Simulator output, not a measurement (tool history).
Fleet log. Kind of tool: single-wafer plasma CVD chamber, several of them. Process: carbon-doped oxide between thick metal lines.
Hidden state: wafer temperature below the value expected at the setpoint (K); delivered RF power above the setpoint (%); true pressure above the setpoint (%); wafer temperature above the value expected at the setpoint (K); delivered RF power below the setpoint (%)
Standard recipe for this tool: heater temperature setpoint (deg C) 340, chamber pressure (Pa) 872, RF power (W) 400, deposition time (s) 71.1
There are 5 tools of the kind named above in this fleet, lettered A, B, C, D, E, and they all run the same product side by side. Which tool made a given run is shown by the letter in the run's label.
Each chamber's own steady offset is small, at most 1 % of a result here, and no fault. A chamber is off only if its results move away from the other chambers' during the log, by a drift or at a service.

| run | hour | heater temperature setpoint (deg C) | chamber pressure (Pa) | RF power (W) | deposition time (s) | hours since the last thermocouple change | hours since the last RF generator calibration | hours since the last manometer calibration | read-back reference wafer on the same gauge, thickness_nm | mean film thickness on the monitor wafer (Å) |
|---|---|---|---|---|---|---|---|---|---|---|
|  | 8 | chamber B: RF generator calibrated |
| 1D | 8.7 | 340 | 872 | 400 | 71.1 | 2190.5 | 461.9 | 1226.5 | 377.11 | 3298.1 |
| 2E | 19.1 | 340 | 872 | 400 | 71.1 | 973.4 | 485.6 | 457.7 | 377.11 | 3300.2 |
| 3C | 25 | 340 | 872 | 400 | 71.1 | 319.2 | 205.6 | 1782.3 | 377.11 | 3279.2 |
| 4A | 31.9 | 340 | 872 | 400 | 71.1 | 1175.9 | 1006.1 | 759.8 | 377.14 | 3273.5 |
| 5B | 40.1 | 340 | 872 | 400 | 71.1 | 1603.6 | 32.1 | 538.3 | 377.14 | 3276.6 |
| 6E | 50.7 | 340 | 872 | 370 | 83.8 | 1005 | 517.2 | 489.3 | 377.32 | 3666.6 |
| 7D | 58.8 | 340 | 872 | 370 | 83.8 | 2240.6 | 512 | 1276.6 | 377.4 | 3668.7 |
| 8B | 69.9 | 340 | 872 | 370 | 83.8 | 1633.4 | 61.9 | 568.1 | 377.37 | 3643.6 |
| 9A | 77 | 340 | 872 | 370 | 83.8 | 1221 | 1051.2 | 804.9 | 377.41 | 3639.4 |
| 10C | 82.9 | 340 | 872 | 370 | 83.8 | 377.1 | 263.5 | 1840.2 | 377.43 | 3647.5 |
| 11E | 89.9 | 331 | 872 | 400 | 71.1 | 1044.2 | 556.4 | 528.5 | 377.53 | 3382.4 |
| 12B | 97.1 | 331 | 872 | 400 | 71.1 | 1660.6 | 89.1 | 595.3 | 377.65 | 3367.6 |
| 13A | 104.8 | 331 | 872 | 400 | 71.1 | 1248.8 | 1079 | 832.7 | 377.6 | 3365.5 |
| 14D | 111.1 | 331 | 872 | 400 | 71.1 | 2292.9 | 564.3 | 1328.9 | 377.5 | 3396.9 |
| 15C | 120.3 | 331 | 872 | 400 | 71.1 | 414.5 | 300.9 | 1877.6 | 377.76 | 3374.6 |
| 16E | 129.3 | 340 | 872 | 400 | 71.1 | 1083.6 | 595.8 | 567.9 | 377.73 | 3303.3 |
| 17A | 136.2 | 340 | 872 | 400 | 71.1 | 1280.2 | 1110.4 | 864.1 | 377.77 | 3284.3 |
| 18B | 145.7 | 340 | 872 | 400 | 71.1 | 1709.2 | 137.7 | 643.9 | 377.88 | 3282.2 |
| 19C | 155.9 | 340 | 872 | 400 | 71.1 | 450.1 | 336.5 | 1913.2 | 377.86 | 3287.8 |
| 20D | 161.9 | 340 | 872 | 400 | 71.1 | 2343.7 | 615.1 | 1379.7 | 377.85 | 3305.6 |
| 21E | 172.8 | 340 | 872 | 400 | 71.1 | 1127.1 | 639.3 | 611.4 | 377.92 | 3310.1 |
| 22B | 179.6 | 340 | 872 | 400 | 71.1 | 1743.1 | 171.6 | 677.8 | 377.98 | 3283 |
| 23D | 185.4 | 340 | 1068 | 400 | 76 | 2367.2 | 638.6 | 1403.2 | 377.99 | 3587 |
| 24C | 191.1 | 340 | 1068 | 400 | 76 | 485.3 | 371.7 | 1948.4 | 378.07 | 3566.8 |
| 25A | 198.8 | 340 | 1068 | 400 | 76 | 1342.8 | 1173 | 926.7 | 378.26 | 3562.8 |
| 26B | 205.4 | 340 | 1068 | 400 | 76 | 1768.9 | 197.4 | 703.6 | 378.19 | 3564 |
| 27C | 216.4 | 340 | 1068 | 400 | 76 | 510.6 | 397 | 1973.7 | 378.33 | 3568.2 |
| 28E | 222 | 340 | 872 | 400 | 71.1 | 1176.3 | 688.5 | 660.6 | 378.21 | 3308.7 |
| 29A | 232.3 | 340 | 872 | 400 | 71.1 | 1376.3 | 1206.5 | 960.2 | 378.29 | 3291.4 |
| 30D | 243.2 | 340 | 872 | 400 | 71.1 | 2425 | 696.4 | 1461 | 378.32 | 3315.6 |
| 31D | 249.5 | 340 | 872 | 400 | 71.1 | 2431.3 | 702.7 | 1467.3 | 378.41 | 3315.2 |
| 32E | 255.3 | 340 | 717 | 400 | 71.1 | 1209.6 | 721.8 | 693.9 | 378.53 | 3232.1 |
| 33B | 266.3 | 340 | 717 | 400 | 71.1 | 1829.8 | 258.3 | 764.5 | 378.65 | 3211.2 |
| 34A | 275.1 | 340 | 717 | 400 | 71.1 | 1419.1 | 1249.3 | 1003 | 378.51 | 3222.3 |

Is one chamber off against the others, does the gauge drift, or is nothing wrong? If a chamber is off, say which, and what the likeliest cause is.

The gauge drifts, so all chambers seem to drift together. No chamber is off.
Cause: gauge reads high (%) = 0.43.
